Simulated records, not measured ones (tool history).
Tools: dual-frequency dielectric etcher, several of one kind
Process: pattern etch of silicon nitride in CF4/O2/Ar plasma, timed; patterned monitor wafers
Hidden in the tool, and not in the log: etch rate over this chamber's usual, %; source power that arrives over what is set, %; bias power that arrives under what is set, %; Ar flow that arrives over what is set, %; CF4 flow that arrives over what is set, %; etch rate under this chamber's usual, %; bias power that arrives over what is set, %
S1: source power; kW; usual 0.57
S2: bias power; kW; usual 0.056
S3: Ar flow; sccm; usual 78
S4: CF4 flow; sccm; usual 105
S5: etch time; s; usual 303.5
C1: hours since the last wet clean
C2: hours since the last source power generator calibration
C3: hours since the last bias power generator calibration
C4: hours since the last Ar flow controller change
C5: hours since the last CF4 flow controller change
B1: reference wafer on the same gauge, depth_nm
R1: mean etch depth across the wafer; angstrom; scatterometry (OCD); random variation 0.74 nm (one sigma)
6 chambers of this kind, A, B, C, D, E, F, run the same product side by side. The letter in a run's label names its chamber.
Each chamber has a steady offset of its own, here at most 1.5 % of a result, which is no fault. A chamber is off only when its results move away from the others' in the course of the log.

{"run": "1E", "day": 0.146, "S1": 0.57, "S2": 0.056, "S3": 78, "S4": 105, "S5": 303.5, "C1": 357.3, "C2": 1991.3, "C3": 127, "C4": 546.6, "C5": 886, "B1": 630.04, "R1": 6878.3}
{"run": "2C", "day": 0.308, "S1": 0.57, "S2": 0.056, "S3": 78, "S4": 105, "S5": 303.5, "C1": 285.8, "C2": 4635.3, "C3": 2776.5, "C4": 1908.1, "C5": 331.6, "B1": 630.12, "R1": 6929.7}
{"run": "3B", "day": 0.488, "S1": 0.57, "S2": 0.056, "S3": 78, "S4": 105, "S5": 303.5, "C1": 72.1, "C2": 3269.1, "C3": 35.9, "C4": 4435, "C5": 99.9, "B1": 630.26, "R1": 7002.7}
{"run": "4F", "day": 0.675, "S1": 0.57, "S2": 0.056, "S3": 78, "S4": 105, "S5": 303.5, "C1": 97.2, "C2": 574, "C3": 1327.9, "C4": 1267.2, "C5": 630.9, "B1": 630.33, "R1": 7028.8}
{"run": "5D", "day": 0.888, "S1": 0.57, "S2": 0.056, "S3": 78, "S4": 105, "S5": 303.5, "C1": 240.8, "C2": 887.7, "C3": 1620.4, "C4": 582.3, "C5": 1425.9, "B1": 630.32, "R1": 6978.5}
{"run": "6A", "day": 1.042, "S1": 0.57, "S2": 0.056, "S3": 78, "S4": 105, "S5": 303.5, "C1": 261.9, "C2": 1803.1, "C3": 4028, "C4": 1943.4, "C5": 966.9, "B1": 630.49, "R1": 7012.4}
{"run": "7F", "day": 1.179, "S1": 0.57, "S2": 0.056, "S3": 78, "S4": 105, "S5": 303.5, "C1": 109.3, "C2": 586.1, "C3": 1340, "C4": 1279.3, "C5": 643, "B1": 630.65, "R1": 7044.9}
{"run": "8A", "day": 1.367, "S1": 0.57, "S2": 0.056, "S3": 78, "S4": 105, "S5": 303.5, "C1": 269.7, "C2": 1810.9, "C3": 4035.8, "C4": 1951.2, "C5": 974.7, "B1": 630.56, "R1": 7010.2}
{"run": "9C", "day": 1.558, "S1": 0.57, "S2": 0.056, "S3": 78, "S4": 105, "S5": 303.5, "C1": 315.8, "C2": 4665.3, "C3": 2806.5, "C4": 1938.1, "C5": 361.6, "B1": 630.75, "R1": 6932.8}
{"run": "10B", "day": 1.779, "S1": 0.57, "S2": 0.056, "S3": 78, "S4": 105, "S5": 303.5, "C1": 103.1, "C2": 3300.1, "C3": 66.9, "C4": 4466, "C5": 130.9, "B1": 630.81, "R1": 6995.9}
{"run": "11E", "day": 1.929, "S1": 0.57, "S2": 0.056, "S3": 78, "S4": 105, "S5": 303.5, "C1": 400.1, "C2": 2034.1, "C3": 169.8, "C4": 589.4, "C5": 928.8, "B1": 630.77, "R1": 6892.9}
{"run": "12D", "day": 2.096, "S1": 0.57, "S2": 0.056, "S3": 78, "S4": 105, "S5": 303.5, "C1": 269.8, "C2": 916.7, "C3": 1649.4, "C4": 611.3, "C5": 1454.9, "B1": 630.88, "R1": 7000.3}
{"run": "13C", "day": 2.325, "S1": 0.57, "S2": 0.056, "S3": 78, "S4": 105, "S5": 303.5, "C1": 334.2, "C2": 4683.7, "C3": 2824.9, "C4": 1956.5, "C5": 380, "B1": 631.01, "R1": 6953}
{"run": "14D", "day": 2.433, "S1": 0.57, "S2": 0.056, "S3": 78, "S4": 105, "S5": 303.5, "C1": 277.9, "C2": 924.8, "C3": 1657.5, "C4": 619.4, "C5": 1463, "B1": 631.03, "R1": 6998.6}
{"run": "15E", "day": 2.579, "S1": 0.57, "S2": 0.056, "S3": 78, "S4": 105, "S5": 303.5, "C1": 415.7, "C2": 2049.7, "C3": 185.4, "C4": 605, "C5": 944.4, "B1": 631.08, "R1": 6883.2}
{"run": "16A", "day": 2.725, "S1": 0.57, "S2": 0.056, "S3": 78, "S4": 105, "S5": 303.5, "C1": 302.3, "C2": 1843.5, "C3": 4068.4, "C4": 1983.8, "C5": 1007.3, "B1": 631.1, "R1": 7017.9}
{"run": "17B", "day": 2.838, "S1": 0.57, "S2": 0.056, "S3": 78, "S4": 105, "S5": 303.5, "C1": 128.5, "C2": 3325.5, "C3": 92.3, "C4": 4491.4, "C5": 156.3, "B1": 631.22, "R1": 7026.1}
{"run": "18F", "day": 3.025, "S1": 0.57, "S2": 0.056, "S3": 78, "S4": 105, "S5": 303.5, "C1": 153.6, "C2": 630.4, "C3": 1384.3, "C4": 1323.6, "C5": 687.3, "B1": 631.26, "R1": 7036.3}
{"run": "19A", "day": 3.183, "S1": 0.57, "S2": 0.066, "S3": 78, "S4": 105, "S5": 303.5, "C1": 313.3, "C2": 1854.5, "C3": 4079.4, "C4": 1994.8, "C5": 1018.3, "B1": 631.35, "R1": 7468.9}
{"run": "20D", "day": 3.312, "S1": 0.57, "S2": 0.066, "S3": 78, "S4": 105, "S5": 303.5, "C1": 299, "C2": 945.9, "C3": 1678.6, "C4": 640.5, "C5": 1484.1, "B1": 631.32, "R1": 7446.2}
{"run": "21B", "day": 3.417, "S1": 0.57, "S2": 0.066, "S3": 78, "S4": 105, "S5": 303.5, "C1": 142.4, "C2": 3339.4, "C3": 106.2, "C4": 4505.3, "C5": 170.2, "B1": 631.49, "R1": 7464.9}
{"day": 3.512, "done": "chamber B: Ar flow controller replaced"}
{"run": "22F", "day": 3.646, "S1": 0.57, "S2": 0.066, "S3": 78, "S4": 105, "S5": 303.5, "C1": 168.5, "C2": 645.3, "C3": 1399.2, "C4": 1338.5, "C5": 702.2, "B1": 631.53, "R1": 7482.7}
{"run": "23E", "day": 3.754, "S1": 0.57, "S2": 0.066, "S3": 78, "S4": 105, "S5": 303.5, "C1": 443.9, "C2": 2077.9, "C3": 213.6, "C4": 633.2, "C5": 972.6, "B1": 631.49, "R1": 7335.7}
{"run": "24C", "day": 3.888, "S1": 0.57, "S2": 0.066, "S3": 78, "S4": 105, "S5": 303.5, "C1": 371.7, "C2": 4721.2, "C3": 2862.4, "C4": 1994, "C5": 417.5, "B1": 631.61, "R1": 7379.5}
{"run": "25C", "day": 4.05, "S1": 0.57, "S2": 0.056, "S3": 78, "S4": 80, "S5": 241.5, "C1": 375.6, "C2": 4725.1, "C3": 2866.3, "C4": 1997.9, "C5": 421.4, "B1": 631.62, "R1": 5354.3}
{"run": "26B", "day": 4.179, "S1": 0.57, "S2": 0.056, "S3": 78, "S4": 80, "S5": 241.5, "C1": 160.7, "C2": 3357.7, "C3": 124.5, "C4": 16.1, "C5": 188.5, "B1": 631.56, "R1": 5413.4}
{"run": "27F", "day": 4.333, "S1": 0.57, "S2": 0.056, "S3": 78, "S4": 80, "S5": 241.5, "C1": 185, "C2": 661.8, "C3": 1415.7, "C4": 1355, "C5": 718.7, "B1": 631.85, "R1": 5453.1}
{"run": "28D", "day": 4.471, "S1": 0.57, "S2": 0.056, "S3": 78, "S4": 80, "S5": 241.5, "C1": 326.8, "C2": 973.7, "C3": 1706.4, "C4": 668.3, "C5": 1511.9, "B1": 631.99, "R1": 5406.6}
{"day": 4.542, "done": "chamber F: bias power generator calibrated"}
{"day": 4.583, "done": "chamber D: CF4 flow controller replaced"}
{"run": "29A", "day": 4.654, "S1": 0.57, "S2": 0.056, "S3": 78, "S4": 80, "S5": 241.5, "C1": 348.6, "C2": 1889.8, "C3": 4114.7, "C4": 2030.1, "C5": 1053.6, "B1": 632.03, "R1": 5421.1}
{"run": "30E", "day": 4.896, "S1": 0.57, "S2": 0.056, "S3": 78, "S4": 80, "S5": 241.5, "C1": 471.3, "C2": 2105.3, "C3": 241, "C4": 660.6, "C5": 1000, "B1": 632.15, "R1": 5323.8}
{"run": "31C", "day": 5.058, "S1": 0.57, "S2": 0.056, "S3": 78, "S4": 120, "S5": 303.5, "C1": 399.8, "C2": 4749.3, "C3": 2890.5, "C4": 2022.1, "C5": 445.6, "B1": 632.2, "R1": 7050.2}
{"day": 5.067, "done": "chamber D: bias power generator calibrated"}
{"run": "32A", "day": 5.242, "S1": 0.57, "S2": 0.056, "S3": 78, "S4": 120, "S5": 303.5, "C1": 362.7, "C2": 1903.9, "C3": 4128.8, "C4": 2044.2, "C5": 1067.7, "B1": 632.06, "R1": 7127}
{"day": 5.371, "done": "chamber D: wet clean of the chamber"}
{"run": "33B", "day": 5.379, "S1": 0.57, "S2": 0.056, "S3": 78, "S4": 120, "S5": 303.5, "C1": 189.5, "C2": 3386.5, "C3": 153.3, "C4": 44.9, "C5": 217.3, "B1": 632.07, "R1": 7122.9}
{"run": "34D", "day": 5.554, "S1": 0.57, "S2": 0.056, "S3": 78, "S4": 120, "S5": 303.5, "C1": 4.5, "C2": 999.7, "C3": 11.7, "C4": 694.3, "C5": 23.4, "B1": 632.24, "R1": 7116.6}
{"run": "35E", "day": 5.792, "S1": 0.57, "S2": 0.056, "S3": 78, "S4": 120, "S5": 303.5, "C1": 492.8, "C2": 2126.8, "C3": 262.5, "C4": 682.1, "C5": 1021.5, "B1": 632.47, "R1": 7002.7}
{"run": "36F", "day": 5.929, "S1": 0.57, "S2": 0.056, "S3": 78, "S4": 120, "S5": 303.5, "C1": 223.3, "C2": 700.1, "C3": 33.4, "C4": 1393.3, "C5": 757, "B1": 632.47, "R1": 7159.2}
{"run": "37B", "day": 6.138, "S1": 0.57, "S2": 0.056, "S3": 78, "S4": 105, "S5": 303.5, "C1": 207.7, "C2": 3404.7, "C3": 171.5, "C4": 63.1, "C5": 235.5, "B1": 632.3, "R1": 7016.6}
{"day": 6.196, "done": "chamber A: source power generator calibrated"}
{"run": "38A", "day": 6.246, "S1": 0.57, "S2": 0.056, "S3": 78, "S4": 105, "S5": 303.5, "C1": 386.8, "C2": 1.3, "C3": 4152.9, "C4": 2068.3, "C5": 1091.8, "B1": 632.56, "R1": 7034.7}
{"run": "39E", "day": 6.392, "S1": 0.57, "S2": 0.056, "S3": 78, "S4": 105, "S5": 303.5, "C1": 507.2, "C2": 2141.2, "C3": 276.9, "C4": 696.5, "C5": 1035.9, "B1": 632.5, "R1": 6911.7}
{"run": "40F", "day": 6.504, "S1": 0.57, "S2": 0.056, "S3": 92, "S4": 105, "S5": 303.5, "C1": 237.1, "C2": 713.9, "C3": 47.2, "C4": 1407.1, "C5": 770.8, "B1": 632.7, "R1": 6939}

What goes on in this fleet: one chamber off, a drifting gauge, or nothing beyond the chambers' own small offsets? Name the chamber and the cause, if any.

The gauge drifts, so all chambers seem to drift together. No chamber is off.
Cause: gauge reads high (%) = 0.435.
